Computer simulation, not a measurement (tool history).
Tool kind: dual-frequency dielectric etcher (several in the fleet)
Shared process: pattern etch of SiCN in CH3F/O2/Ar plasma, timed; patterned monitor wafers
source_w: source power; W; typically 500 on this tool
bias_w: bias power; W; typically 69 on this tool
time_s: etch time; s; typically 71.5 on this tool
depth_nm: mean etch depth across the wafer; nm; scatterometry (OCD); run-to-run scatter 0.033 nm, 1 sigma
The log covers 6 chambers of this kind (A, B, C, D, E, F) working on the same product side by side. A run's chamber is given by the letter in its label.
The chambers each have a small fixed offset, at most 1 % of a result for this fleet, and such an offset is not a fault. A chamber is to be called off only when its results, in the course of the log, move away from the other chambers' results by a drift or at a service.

run,hour,source_w,bias_w,time_s,hours since the last wet clean,hours since the last source power generator calibration,hours since the last bias power generator calibration,"read-back reference wafer on the same gauge, depth_nm",depth_nm
1B,10.7,500,69,71.5,269.4,2036.7,1494.7,27.099,28.84
# hour 14.7: chamber C: wet clean of the chamber
2E,21.1,500,69,71.5,368.7,2591.3,3250.4,27.101,28.78
3A,32,500,69,71.5,255,723.6,2439.7,27.095,28.817
4C,42.3,500,69,71.5,27.7,1767.8,164.7,27.086,29.01
# hour 48.7: chamber E: wet clean of the chamber
5D,50.9,500,69,71.5,72.4,3389.1,1768.9,27.081,28.967
6F,61.5,500,69,71.5,309.3,574.9,1254.7,27.087,28.892
7F,70.9,500,69,71.5,318.7,584.3,1264.1,27.08,28.914
8C,80,500,69,71.5,65.4,1805.5,202.4,27.089,28.973
9B,89.1,450,69,89.5,347.8,2115.1,1573.1,27.073,34.606
10D,99,450,69,89.5,120.5,3437.2,1817,27.078,34.885
11A,109.3,450,69,89.5,332.3,800.9,2517,27.073,34.661
12E,121.5,450,69,89.5,72.9,2691.7,3350.8,27.067,34.571
13C,135.4,450,69,89.5,120.8,1860.9,257.8,27.074,34.85
14B,148.5,450,69,89.5,407.2,2174.5,1632.5,27.061,34.537
15F,156.6,500,77,71.5,404.4,670,1349.8,27.054,30.04
16D,169.6,500,77,71.5,191.1,3507.8,1887.6,27.05,30.068
17E,182.6,500,77,71.5,134,2752.8,3411.9,27.048,29.812
18A,193.7,500,77,71.5,416.7,885.3,2601.4,27.044,29.883
19E,202.4,500,77,71.5,153.8,2772.6,3431.7,27.04,29.816
20C,210.9,500,77,71.5,196.3,1936.4,333.3,27.044,30.097
21B,219.1,500,69,71.5,477.8,2245.1,1703.1,27.037,28.67
22F,230.2,500,59,71.5,478,743.6,1423.4,27.026,27.404
23A,243.2,500,59,71.5,466.2,934.8,2650.9,27.038,27.187
24D,252.8,500,59,71.5,274.3,3591,1970.8,27.037,27.461
25C,266.8,500,59,71.5,252.2,1992.3,389.2,27.02,27.392
26B,274.5,500,59,71.5,533.2,2300.5,1758.5,27.023,27.212
27E,286.9,500,59,71.5,238.3,2857.1,3516.2,27.018,27.247
28F,300.5,540,83,71.5,548.3,813.9,1493.7,27.016,31.767
29D,311.3,540,83,71.5,332.8,3649.5,2029.3,27.008,31.633
# hour 316.4: chamber A: wet clean of the chamber
30A,319.3,540,83,71.5,3,1010.9,2727,27.009,31.507
31C,332.5,540,83,71.5,317.9,2058,454.9,27.004,31.78
32A,342.5,540,83,71.5,26.2,1034.1,2750.2,27,31.579
# hour 348.9: chamber D: wet clean of the chamber
33D,354.9,540,83,71.5,6,3693.1,2072.9,26.999,31.702
34B,364.9,500,69,71.5,623.6,2390.9,1848.9,26.997,28.643
35F,376.8,500,69,71.5,624.6,890.2,1570,26.998,28.823
36E,390.2,500,69,71.5,341.6,2960.4,3619.5,26.99,28.716
37D,397.8,500,69,71.5,48.9,3736,2115.8,26.986,28.868
# hour 401.3: chamber F: wet clean of the chamber
38C,408,500,69,71.5,393.4,2133.5,530.4,26.983,28.926
39F,419.6,500,69,71.5,18.4,933,1612.8,26.974,28.81
40E,430.1,500,69,71.5,381.5,3000.3,3659.4,26.978,28.652

Next, all 6 chambers run the settings below, one line each with question marks for the results. What does each chamber give?
41A,440.3,500,69,71.5,,,,,?
41B,440.3,500,69,71.5,,,,,?
41C,440.3,500,69,71.5,,,,,?
41D,440.3,500,69,71.5,,,,,?
41E,440.3,500,69,71.5,,,,,?
41F,440.3,500,69,71.5,,,,,?

run,depth_nm
41A,28.694
41B,28.633
41C,28.944
41D,28.882
41E,28.669
41F,28.736
